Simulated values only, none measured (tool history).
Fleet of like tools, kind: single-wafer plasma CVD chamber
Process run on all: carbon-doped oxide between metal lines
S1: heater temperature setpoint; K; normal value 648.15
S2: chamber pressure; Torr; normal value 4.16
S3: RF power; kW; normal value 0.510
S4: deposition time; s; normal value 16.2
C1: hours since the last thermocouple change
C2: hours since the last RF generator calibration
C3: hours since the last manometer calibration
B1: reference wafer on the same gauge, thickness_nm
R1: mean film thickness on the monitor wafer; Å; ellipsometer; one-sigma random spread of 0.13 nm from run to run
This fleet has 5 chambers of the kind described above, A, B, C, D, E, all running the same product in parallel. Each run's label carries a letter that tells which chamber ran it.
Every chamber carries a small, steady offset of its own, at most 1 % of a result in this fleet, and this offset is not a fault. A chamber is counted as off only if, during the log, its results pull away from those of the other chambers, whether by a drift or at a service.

| run | hour | S1 | S2 | S3 | S4 | C1 | C2 | C3 | B1 | R1 |
|---|---|---|---|---|---|---|---|---|---|---|
| 1B | 4.0 | 648.15 | 4.16 | 0.510 | 16.2 | 928.6 | 1248.5 | 1008.4 | 89.788 | 775.80 |
| 2E | 6.8 | 648.15 | 4.16 | 0.510 | 16.2 | 172.1 | 1144.2 | 814.5 | 89.770 | 775.63 |
|  | 7.1 | chamber D: thermocouple changed; heater temperature recalibrated |
| 3A | 12.6 | 648.15 | 4.16 | 0.510 | 16.2 | 1022.0 | 1636.7 | 494.9 | 89.749 | 767.57 |
| 4D | 18.0 | 648.15 | 4.16 | 0.510 | 16.2 | 10.9 | 1953.0 | 259.1 | 89.709 | 777.78 |
| 5C | 23.9 | 648.15 | 4.16 | 0.510 | 16.2 | 529.7 | 194.7 | 2252.1 | 89.639 | 773.43 |
| 6D | 27.3 | 648.15 | 4.16 | 0.510 | 16.2 | 20.2 | 1962.3 | 268.4 | 89.683 | 775.24 |
| 7A | 32.6 | 648.15 | 4.16 | 0.510 | 16.2 | 1042.0 | 1656.7 | 514.9 | 89.646 | 767.23 |
| 8B | 35.3 | 648.15 | 4.16 | 0.510 | 16.2 | 959.9 | 1279.8 | 1039.7 | 89.619 | 776.72 |
| 9C | 40.6 | 648.15 | 4.16 | 0.510 | 16.2 | 546.4 | 211.4 | 2268.8 | 89.647 | 773.25 |
| 10E | 44.6 | 648.15 | 4.16 | 0.510 | 16.2 | 209.9 | 1182.0 | 852.3 | 89.610 | 774.88 |
| 11D | 49.1 | 654.15 | 4.16 | 0.600 | 16.2 | 42.0 | 1984.1 | 290.2 | 89.600 | 846.16 |
| 12C | 52.9 | 654.15 | 4.16 | 0.600 | 16.2 | 558.7 | 223.7 | 2281.1 | 89.573 | 844.01 |
| 13E | 56.9 | 654.15 | 4.16 | 0.600 | 16.2 | 222.2 | 1194.3 | 864.6 | 89.538 | 845.53 |
| 14A | 62.0 | 654.15 | 4.16 | 0.600 | 16.2 | 1071.4 | 1686.1 | 544.3 | 89.525 | 836.26 |
| 15B | 67.2 | 654.15 | 4.16 | 0.600 | 16.2 | 991.8 | 1311.7 | 1071.6 | 89.525 | 842.78 |
| 16B | 72.4 | 648.15 | 4.16 | 0.510 | 16.2 | 997.0 | 1316.9 | 1076.8 | 89.505 | 771.37 |
| 17A | 76.2 | 648.15 | 4.16 | 0.510 | 16.2 | 1085.6 | 1700.3 | 558.5 | 89.456 | 766.86 |
| 18E | 79.0 | 648.15 | 4.16 | 0.510 | 16.2 | 244.3 | 1216.4 | 886.7 | 89.395 | 776.84 |
| 19C | 84.5 | 648.15 | 4.16 | 0.510 | 16.2 | 590.3 | 255.3 | 2312.7 | 89.428 | 770.30 |
| 20D | 87.6 | 648.15 | 4.48 | 0.510 | 16.2 | 80.5 | 2022.6 | 328.7 | 89.410 | 781.15 |
| 21E | 92.9 | 648.15 | 4.48 | 0.510 | 16.2 | 258.2 | 1230.3 | 900.6 | 89.379 | 780.92 |
| 22B | 97.2 | 648.15 | 4.48 | 0.510 | 16.2 | 1021.8 | 1341.7 | 1101.6 | 89.362 | 777.46 |
| 23C | 100.2 | 648.15 | 4.48 | 0.510 | 16.2 | 606.0 | 271.0 | 2328.4 | 89.332 | 777.16 |
| 24D | 105.4 | 648.15 | 4.48 | 0.510 | 16.2 | 98.3 | 2040.4 | 346.5 | 89.325 | 779.28 |
| 25A | 109.6 | 648.15 | 4.16 | 0.510 | 16.2 | 1119.0 | 1733.7 | 591.9 | 89.319 | 762.52 |
| 26B | 112.6 | 658.15 | 4.47 | 0.510 | 16.2 | 1037.2 | 1357.1 | 1117.0 | 89.305 | 762.71 |
| 27D | 116.8 | 658.15 | 4.47 | 0.510 | 16.2 | 109.7 | 2051.8 | 357.9 | 89.274 | 763.24 |
| 28C | 120.5 | 658.15 | 4.47 | 0.510 | 16.2 | 626.3 | 291.3 | 2348.7 | 89.264 | 761.57 |
| 29A | 125.5 | 658.15 | 4.47 | 0.510 | 16.2 | 1134.9 | 1749.6 | 607.8 | 89.247 | 755.48 |
| 30E | 130.0 | 658.15 | 4.47 | 0.510 | 16.2 | 295.3 | 1267.4 | 937.7 | 89.228 | 761.30 |

What goes on in this fleet: one chamber off, a drifting gauge, or nothing beyond the chambers' own small offsets? Name the chamber and the cause, if any.

No chamber is off; the gauge reading every chamber's wafers drifts, which makes the whole fleet appear to move together.
Most likely cause: gauge reads low (%) = 0.681.
